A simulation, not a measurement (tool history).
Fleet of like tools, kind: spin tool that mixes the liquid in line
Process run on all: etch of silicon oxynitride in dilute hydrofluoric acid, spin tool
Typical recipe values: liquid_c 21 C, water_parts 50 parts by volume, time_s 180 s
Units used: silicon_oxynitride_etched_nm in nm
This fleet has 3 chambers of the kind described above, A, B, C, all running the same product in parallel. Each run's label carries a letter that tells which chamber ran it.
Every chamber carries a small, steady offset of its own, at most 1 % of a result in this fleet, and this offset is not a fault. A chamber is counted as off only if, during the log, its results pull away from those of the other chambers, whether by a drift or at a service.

run	hour	liquid_c	water_parts	time_s	hours since the thermometer was replaced	hours since the hydrofluoric acid flow meter was replaced	read-back film thickness of the silicon oxynitride reference wafer, read on the same gauge (nm)	silicon_oxynitride_etched_nm
1C	8.1	21	50	180	439.4	412	89.989	10.736
# hour 10.2: chamber A: hydrofluoric acid flow meter replaced
2B	14.3	21	50	180	28	173.5	89.992	10.779
3A	26.3	21	50	180	1251.1	16.1	89.998	10.755
4C	36.6	21	50	180	467.9	440.5	89.98	10.647
5A	42.7	21	50	180	1267.5	32.5	90.019	10.721
6B	53.3	21	50	180	67	212.5	89.997	10.921
7B	63.7	21	50	180	77.4	222.9	89.985	10.977
8C	70.6	19	50	180	501.9	474.5	90.021	9.7361
9A	81.4	19	50	180	1306.2	71.2	90.007	9.4888
10B	90.8	19	50	180	104.5	250	90.005	9.7486
11C	103.5	21	50	180	534.8	507.4	89.984	10.875
12A	116.3	21	50	180	1341.1	106.1	89.998	10.713
13C	129.3	21	50	180	560.6	533.2	89.982	10.757
14B	141	21	50	180	154.7	300.2	89.998	11.117
15A	148	21	50	180	1372.8	137.8	89.975	10.406
16A	154.6	21	40	180	1379.4	144.4	90.002	12.962
17B	166	21	40	180	179.7	325.2	89.978	13.597
18C	173.1	21	40	180	604.4	577	89.974	13.271
19A	179	21	50	180	1403.8	168.8	89.999	10.325
20C	185.8	21	50	180	617.1	589.7	90.035	10.75

Does one chamber stand apart from the rest, does the shared gauge drift, or is all well apart from small per-chamber offsets? Give the chamber and the most likely cause, where there is one.

Little by little, chamber A moves away from the other chambers.
What lies behind it: liquid colder than its thermometer reads (K) = 1.15.
The log might look much the same if the cause were instead: hydrofluoric acid flow below the setpoint (%).

Below are 4 candidate recipes for chamber A's next run, each the usual settings with a change, their results shown as question marks. Which of them brings A's results back in line with what the other chambers give on the usual settings?
A result is in line if it is within this distance of the other chambers' mean on the usual settings: silicon_oxynitride_etched_nm 0.33 nm
21A-1	195.4	21	50	160				?
21A-2	195.4	21	50	190				?
21A-3	195.4	21	50	170				?
21A-4	195.4	21	45	180				?

Average result of the remaining chambers running the usual settings: silicon_oxynitride_etched_nm 10.814 nm
run	silicon_oxynitride_etched_nm
21A-1	9.0377
21A-2	10.732
21A-3	9.6026
21A-4	11.344
21A-2 puts the chamber back in line with the other chambers.
